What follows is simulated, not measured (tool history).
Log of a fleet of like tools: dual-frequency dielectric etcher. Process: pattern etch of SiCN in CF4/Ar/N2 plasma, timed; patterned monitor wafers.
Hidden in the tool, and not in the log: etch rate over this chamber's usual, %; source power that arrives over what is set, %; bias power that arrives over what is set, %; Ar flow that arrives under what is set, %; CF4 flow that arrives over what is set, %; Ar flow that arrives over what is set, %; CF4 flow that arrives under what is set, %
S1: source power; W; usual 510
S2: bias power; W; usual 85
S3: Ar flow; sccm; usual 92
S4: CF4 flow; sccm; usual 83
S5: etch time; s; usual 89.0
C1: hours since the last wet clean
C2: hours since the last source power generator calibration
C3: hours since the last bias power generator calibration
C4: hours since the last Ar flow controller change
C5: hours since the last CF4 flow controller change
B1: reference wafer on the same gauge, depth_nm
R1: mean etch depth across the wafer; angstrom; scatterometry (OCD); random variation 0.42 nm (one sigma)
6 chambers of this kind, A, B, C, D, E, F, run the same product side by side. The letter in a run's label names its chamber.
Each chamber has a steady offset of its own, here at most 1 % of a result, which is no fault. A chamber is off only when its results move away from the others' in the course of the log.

run,hour,S1,S2,S3,S4,S5,C1,C2,C3,C4,C5,B1,R1
1F,6.2,510,85,92,83,89.0,162.2,4177.8,210.6,3960.6,3965.9,85.804,939.04
2D,13.0,510,85,92,83,89.0,367.9,1645.8,2394.1,1066.0,3836.2,85.812,948.59
3E,17.0,510,85,92,83,89.0,202.7,3755.7,312.0,624.5,2345.3,85.826,926.98
4A,22.0,510,85,92,83,89.0,196.1,915.5,2407.2,94.8,2899.4,85.787,944.87
5B,31.3,510,85,92,83,89.0,253.6,4031.0,2795.1,220.4,62.1,85.853,938.85
6C,37.2,510,85,92,83,89.0,248.9,2303.7,85.7,1941.1,2358.2,85.752,940.60
7F,42.6,510,73,92,83,89.0,198.6,4214.2,247.0,3997.0,4002.3,85.746,873.59
# hour 42.7: chamber D: wet clean of the chamber
8B,46.8,510,73,92,83,89.0,269.1,4046.5,2810.6,235.9,77.6,85.721,898.81
9A,52.1,510,73,92,83,89.0,226.2,945.6,2437.3,124.9,2929.5,85.836,899.10
10C,57.4,510,73,92,83,89.0,269.1,2323.9,105.9,1961.3,2378.4,85.836,903.71
11E,64.6,510,73,92,83,89.0,250.3,3803.3,359.6,672.1,2392.9,85.743,884.51
12D,70.6,510,73,92,83,89.0,28.0,1703.4,2451.7,1123.6,3893.8,85.756,902.59
13C,76.6,510,85,92,83,89.0,288.3,2343.1,125.1,1980.5,2397.6,85.790,938.52
14A,83.3,510,85,92,83,89.0,257.4,976.8,2468.5,156.1,2960.7,85.827,946.41
15B,92.1,510,85,92,83,89.0,314.4,4091.8,2855.9,281.2,122.9,85.775,946.73
16F,97.5,510,85,92,83,89.0,253.5,4269.1,301.9,4051.9,4057.2,85.825,928.32
17E,106.5,510,85,92,83,89.0,292.2,3845.2,401.5,714.0,2434.8,85.705,929.93
18D,111.7,510,85,92,83,89.0,69.1,1744.5,2492.8,1164.7,3934.9,85.786,942.13
19D,117.1,510,85,92,83,89.0,74.5,1749.9,2498.2,1170.1,3940.3,85.724,940.73
# hour 118.3: chamber C: wet clean of the chamber
20E,121.6,510,85,92,83,89.0,307.3,3860.3,416.6,729.1,2449.9,85.859,935.32
# hour 125.7: chamber B: wet clean of the chamber
21C,126.3,510,85,92,83,89.0,8.1,2392.8,174.8,2030.2,2447.3,85.733,950.04
22F,130.3,510,85,101,83,89.0,286.3,4301.9,334.7,4084.7,4090.0,85.783,919.72
# hour 132.8: chamber C: source power generator calibrated
# hour 135.5: chamber F: source power generator calibrated
23B,137.4,510,85,101,83,89.0,11.7,4137.1,2901.2,326.5,168.2,85.738,934.98
24A,141.5,510,85,101,83,89.0,315.6,1035.0,2526.7,214.3,3018.9,85.900,936.57
# hour 141.9: chamber B: source power generator calibrated
25B,150.0,510,85,101,83,89.0,24.3,8.2,2913.8,339.1,180.8,85.857,929.76
26C,156.6,510,85,101,83,89.0,38.4,23.8,205.1,2060.5,2477.6,85.879,932.79
# hour 158.2: chamber B: bias power generator calibrated
27E,165.7,510,85,101,83,89.0,351.4,3904.4,460.7,773.2,2494.0,85.834,914.29
28F,174.7,510,72,92,83,73.0,330.7,39.2,379.1,4129.1,4134.4,85.858,756.14
29D,183.9,510,72,92,83,73.0,141.3,1816.7,2565.0,1236.9,4007.1,85.793,731.34
# hour 190.1: chamber D: bias power generator calibrated
30A,190.3,510,72,92,83,73.0,364.4,1083.8,2575.5,263.1,3067.7,85.758,737.55
31C,195.4,510,72,92,83,73.0,77.2,62.6,243.9,2099.3,2516.4,85.848,730.51
32E,200.6,510,72,92,83,73.0,386.3,3939.3,495.6,808.1,2528.9,85.796,725.99
33B,207.8,510,72,92,83,73.0,82.1,66.0,49.7,396.9,238.6,85.795,731.34
# hour 210.7: chamber E: wet clean of the chamber
34F,215.1,510,85,92,83,89.0,371.1,79.6,419.5,4169.5,4174.8,85.854,963.20
35A,219.9,510,85,92,83,89.0,394.0,1113.4,2605.1,292.7,3097.3,85.766,944.43
36D,225.4,510,85,92,83,89.0,182.8,1858.2,35.4,1278.4,4048.6,85.831,945.12
37D,234.4,510,85,92,83,89.0,191.8,1867.2,44.4,1287.4,4057.6,85.733,939.78
38E,240.0,510,85,74,83,101.5,29.3,3978.7,535.0,847.5,2568.3,85.767,1093.10
39F,249.0,510,85,74,83,101.5,405.0,113.5,453.4,4203.4,4208.7,85.708,1125.80
40C,257.1,510,85,74,83,101.5,138.9,124.3,305.6,2161.0,2578.1,85.820,1101.30

Next, every chamber runs the same settings. What will each give?
41A,263.8,510,85,104,83,89.0,,,,,,,?
41B,263.8,510,85,104,83,89.0,,,,,,,?
41C,263.8,510,85,104,83,89.0,,,,,,,?
41D,263.8,510,85,104,83,89.0,,,,,,,?
41E,263.8,510,85,104,83,89.0,,,,,,,?
41F,263.8,510,85,104,83,89.0,,,,,,,?

run,R1
41A,930.23
41B,928.11
41C,921.06
41D,929.97
41E,925.35
41F,954.29
